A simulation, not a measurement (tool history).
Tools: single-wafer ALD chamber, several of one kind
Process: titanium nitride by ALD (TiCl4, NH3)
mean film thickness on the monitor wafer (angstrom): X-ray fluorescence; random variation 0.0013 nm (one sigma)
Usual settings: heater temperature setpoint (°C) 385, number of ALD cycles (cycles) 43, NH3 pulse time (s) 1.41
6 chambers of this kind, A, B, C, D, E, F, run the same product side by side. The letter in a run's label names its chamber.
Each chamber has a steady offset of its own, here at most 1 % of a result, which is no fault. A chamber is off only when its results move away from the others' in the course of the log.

run   hour  heater temperature setpoint (°C)  number of ALD cycles (cycles)  NH3 pulse time (s)  hours since the last thermocouple change  read-back reference wafer on the same gauge, thickness_nm  mean film thickness on the monitor wafer (angstrom)
       5.4  -- chamber A: thermocouple changed; heater temperature recalibrated
 1F    9.9                               385                             43                1.41                                     329.1                                                    0.93281                                               9.2088
 2D   24.3                               385                             43                1.41                                    1693.2                                                    0.93281                                               9.2245
 3C   37.8                               385                             43                1.41                                     936.2                                                    0.93264                                               9.1858
 4B   46.1                               385                             43                1.41                                     127.3                                                    0.93253                                               9.1617
 5A     54                               385                             43                1.41                                      48.6                                                    0.93228                                               9.2047
 6E   60.7                               385                             43                1.41                                     982.4                                                    0.93241                                               9.1267
 7D   67.5                               385                             43                1.41                                    1736.4                                                    0.93223                                               9.2172
 8C   77.4                               385                             43                1.41                                     975.8                                                    0.93215                                               9.1805
 9E   90.1                               385                             43                1.41                                    1011.8                                                    0.93208                                               9.0991
10F   96.8                               385                             43                1.41                                       416                                                     0.9318                                                9.184
11B  105.8                               385                             43                1.41                                       187                                                     0.9318                                               9.1977
12A  120.3                               385                             43                1.41                                     114.9                                                     0.9312                                               9.2347
13E  134.8                               385                             43                1.41                                    1056.5                                                    0.93144                                               9.0634
14D  148.5                               385                             43                1.41                                    1817.4                                                    0.93098                                               9.1948
15B    163                               385                             43                1.41                                     244.2                                                    0.93107                                               9.1763
16C    177                               385                             43                1.41                                    1075.4                                                    0.93069                                               9.1479
17A  185.7                               393                             43                1.41                                     180.3                                                    0.93103                                               9.2967
18F  198.8                               393                             43                1.41                                       518                                                     0.9308                                               9.2599
19D  207.3                               393                             43                1.41                                    1876.2                                                    0.93045                                               9.2947
20E    216                               393                             43                1.41                                    1137.7                                                    0.93028                                               9.1806
     220.4  -- chamber E: thermocouple changed; heater temperature recalibrated
21F  225.9                               393                             43                1.41                                     545.1                                                    0.93004                                               9.2778
22B  238.3                               393                             43                1.41                                     319.5                                                    0.93006                                               9.2729
23A  249.6                               385                             43                1.41                                     244.2                                                    0.92961                                               9.2039
24C  260.3                               385                             43                1.41                                    1158.7                                                    0.92997                                               9.1548
25E  268.6                               385                             43                1.41                                      48.3                                                    0.92995                                               9.0875
26C  275.9                               385                             43                1.41                                    1174.3                                                    0.92975                                               9.1597
27B  283.2                               385                             43                1.41                                     364.4                                                    0.92976                                               9.1459
28D  290.7                               385                             43                1.41                                    1959.6                                                    0.92953                                               9.1819
29F  300.9                               385                             43                1.41                                     620.1                                                    0.92938                                               9.1668
30A    308                               379                             43                1.41                                     302.6                                                    0.92939                                               9.1054
31D  322.6                               379                             43                1.41                                    1991.5                                                    0.92924                                               9.0817
32E  331.1                               379                             43                1.41                                     110.8                                                    0.92896                                                8.995
33A  342.1                               379                             43                1.41                                     336.7                                                    0.92878                                               9.1038
34B  354.9                               379                             43                1.41                                     436.1                                                    0.92863                                               9.0716
35C  367.2                               379                             43                1.41                                    1265.6                                                     0.9285                                               9.0597
36F  380.8                               385                             43                1.41                                       700                                                    0.92808                                               9.1581
37F    390                               385                             43                1.41                                     709.2                                                    0.92834                                               9.1517
38B  404.1                               385                             43                1.41                                     485.3                                                      0.928                                                9.183
39D  415.5                               385                             43                1.41                                    2084.4                                                    0.92781                                                9.155
40A  430.4                               385                             43                1.41                                       425                                                    0.92813                                               9.1953
41C  439.3                               385                             43                1.41                                    1337.7                                                    0.92766                                               9.1292
42E  446.7                               385                             43                1.41                                     226.4                                                    0.92752                                               9.1014

Next, every chamber runs the same settings. What will each give?
43A  457.7                               385                             43                1.41                                                                                                                                                         ?
43B  457.7                               385                             43                1.41                                                                                                                                                         ?
43C  457.7                               385                             43                1.41                                                                                                                                                         ?
43D  457.7                               385                             43                1.41                                                                                                                                                         ?
43E  457.7                               385                             43                1.41                                                                                                                                                         ?
43F  457.7                               385                             43                1.41                                                                                                                                                         ?

run  mean film thickness on the monitor wafer (angstrom)
43A                                               9.1473
43B                                               9.1442
43C                                               9.1312
43D                                               9.1362
43E                                                9.059
43F                                               9.1556
